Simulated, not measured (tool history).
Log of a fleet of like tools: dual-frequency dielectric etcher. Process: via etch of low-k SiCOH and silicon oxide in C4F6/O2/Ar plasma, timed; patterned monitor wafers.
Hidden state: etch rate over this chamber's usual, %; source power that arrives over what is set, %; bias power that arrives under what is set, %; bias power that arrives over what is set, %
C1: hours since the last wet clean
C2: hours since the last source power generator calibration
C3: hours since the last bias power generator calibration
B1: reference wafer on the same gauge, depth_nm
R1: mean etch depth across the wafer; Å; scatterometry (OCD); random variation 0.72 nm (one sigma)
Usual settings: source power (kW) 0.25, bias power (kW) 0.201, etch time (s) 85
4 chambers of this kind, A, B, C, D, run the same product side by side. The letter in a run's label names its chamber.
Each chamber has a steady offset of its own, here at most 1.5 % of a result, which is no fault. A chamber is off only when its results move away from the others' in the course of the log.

Run 1B, day 0.121: usual settings; C1 34.6; C2 3180.6; C3 2967.3; B1 203.01. Result: R1 2048.7 Å.
Run 2D, day 0.238: usual settings; C1 39.2; C2 167.3; C3 2722.7; B1 202.94. Result: R1 2062.9 Å.
Run 3A, day 0.408: usual settings; C1 54.2; C2 556.3; C3 2006; B1 202.99. Result: R1 2041.6 Å.
Run 4C, day 0.525: usual settings; C1 185.1; C2 1353.5; C3 1116.7; B1 203.05. Result: R1 2047 Å.
Run 5C, day 0.708: usual settings; C1 189.5; C2 1357.9; C3 1121.1; B1 203.18. Result: R1 2057.1 Å.
Run 6A, day 0.896: usual settings; C1 65.9; C2 568; C3 2017.7; B1 202.99. Result: R1 2042.6 Å.
Run 7B, day 1.042: usual settings; C1 56.7; C2 3202.7; C3 2989.4; B1 202.79. Result: R1 2027.7 Å.
Run 8D, day 1.204: usual settings; C1 62.4; C2 190.5; C3 2745.9; B1 203.08. Result: R1 2067.3 Å.
Run 9A, day 1.375: usual settings; C1 77.4; C2 579.5; C3 2029.2; B1 202.9. Result: R1 2046.3 Å.
Run 10B, day 1.479: usual settings; C1 67.2; C2 3213.2; C3 2999.9; B1 203.05. Result: R1 2044.2 Å.
Run 11D, day 1.642: usual settings; C1 72.9; C2 201; C3 2756.4; B1 202.87. Result: R1 2059.1 Å.
Run 12C, day 1.742: usual settings; C1 214.3; C2 1382.7; C3 1145.9; B1 203.14. Result: R1 2059.1 Å.
Run 13A, day 1.825: usual settings; C1 88.2; C2 590.3; C3 2040; B1 202.97. Result: R1 2058.5 Å.
Run 14B, day 1.996: usual settings; C1 79.6; C2 3225.6; C3 3012.3; B1 203.09. Result: R1 2030.6 Å.
Run 15D, day 2.092: usual settings; C1 83.7; C2 211.8; C3 2767.2; B1 203. Result: R1 2068 Å.
Run 16C, day 2.2: usual settings; C1 225.3; C2 1393.7; C3 1156.9; B1 203.02. Result: R1 2061 Å.
Run 17A, day 2.288: usual settings; C1 99.3; C2 601.4; C3 2051.1; B1 202.78. Result: R1 2042.3 Å.
Run 18D, day 2.388: usual settings; C1 90.8; C2 218.9; C3 2774.3; B1 203.09. Result: R1 2067.1 Å.
Run 19C, day 2.558: usual settings; C1 233.9; C2 1402.3; C3 1165.5; B1 203.14. Result: R1 2040.3 Å.
Run 20B, day 2.679: usual settings; C1 96; C2 3242; C3 3028.7; B1 203.04. Result: R1 2036.7 Å.
Run 21D, day 2.8: usual settings; C1 100.7; C2 228.8; C3 2784.2; B1 202.99. Result: R1 2071.8 Å.
Run 22B, day 2.904: usual settings; C1 101.4; C2 3247.4; C3 3034.1; B1 203.06. Result: R1 2034 Å.
Run 23C, day 3.071: usual settings; C1 246.2; C2 1414.6; C3 1177.8; B1 202.9. Result: R1 2049.4 Å.
Run 24A, day 3.171: usual settings but source power (kW) 0.22, bias power (kW) 0.238; C1 120.5; C2 622.6; C3 2072.3; B1 203.1. Result: R1 2066 Å.
Run 25D, day 3.279: usual settings but source power (kW) 0.22, bias power (kW) 0.238; C1 112.2; C2 240.3; C3 2795.7; B1 202.88. Result: R1 2078.3 Å.
Run 26A, day 3.383: usual settings but source power (kW) 0.22, bias power (kW) 0.238; C1 125.6; C2 627.7; C3 2077.4; B1 202.8. Result: R1 2065.7 Å.
Run 27B, day 3.529: usual settings but source power (kW) 0.22, bias power (kW) 0.238; C1 116.4; C2 3262.4; C3 3049.1; B1 203.02. Result: R1 2043.3 Å.
Run 28C, day 3.654: usual settings; C1 260.2; C2 1428.6; C3 1191.8; B1 202.99. Result: R1 2057.6 Å.
Run 29D, day 3.742: usual settings; C1 123.3; C2 251.4; C3 2806.8; B1 203.07. Result: R1 2057.3 Å.
Run 30B, day 3.9: usual settings; C1 125.3; C2 3271.3; C3 3058; B1 202.81. Result: R1 2034.2 Å.
Run 31A, day 4.083: usual settings but bias power (kW) 0.186; C1 142.4; C2 644.5; C3 2094.2; B1 203.07. Result: R1 1991.9 Å.
Run 32C, day 4.204: usual settings but bias power (kW) 0.186; C1 273.4; C2 1441.8; C3 1205; B1 202.98. Result: R1 1997.8 Å.
Run 33C, day 4.388: usual settings but bias power (kW) 0.186; C1 277.8; C2 1446.2; C3 1209.4; B1 202.8. Result: R1 1993.6 Å.
Run 34A, day 4.567: usual settings but bias power (kW) 0.186; C1 154; C2 656.1; C3 2105.8; B1 202.8. Result: R1 1993.3 Å.
Run 35B, day 4.712: usual settings; C1 144.8; C2 3290.8; C3 3077.5; B1 203.19. Result: R1 2033 Å.
Run 36D, day 4.875: usual settings but bias power (kW) 0.157; C1 150.5; C2 278.6; C3 2834; B1 203.22. Result: R1 1915.3 Å.
Run 37B, day 5.008: usual settings but bias power (kW) 0.157; C1 151.9; C2 3297.9; C3 3084.6; B1 203.05. Result: R1 1870.9 Å.

What goes on in this fleet: one chamber off, a drifting gauge, or nothing beyond the chambers' own small offsets? Name the chamber and the cause, if any.

No chamber stands off beyond its own small offset, and the gauge holds steady.
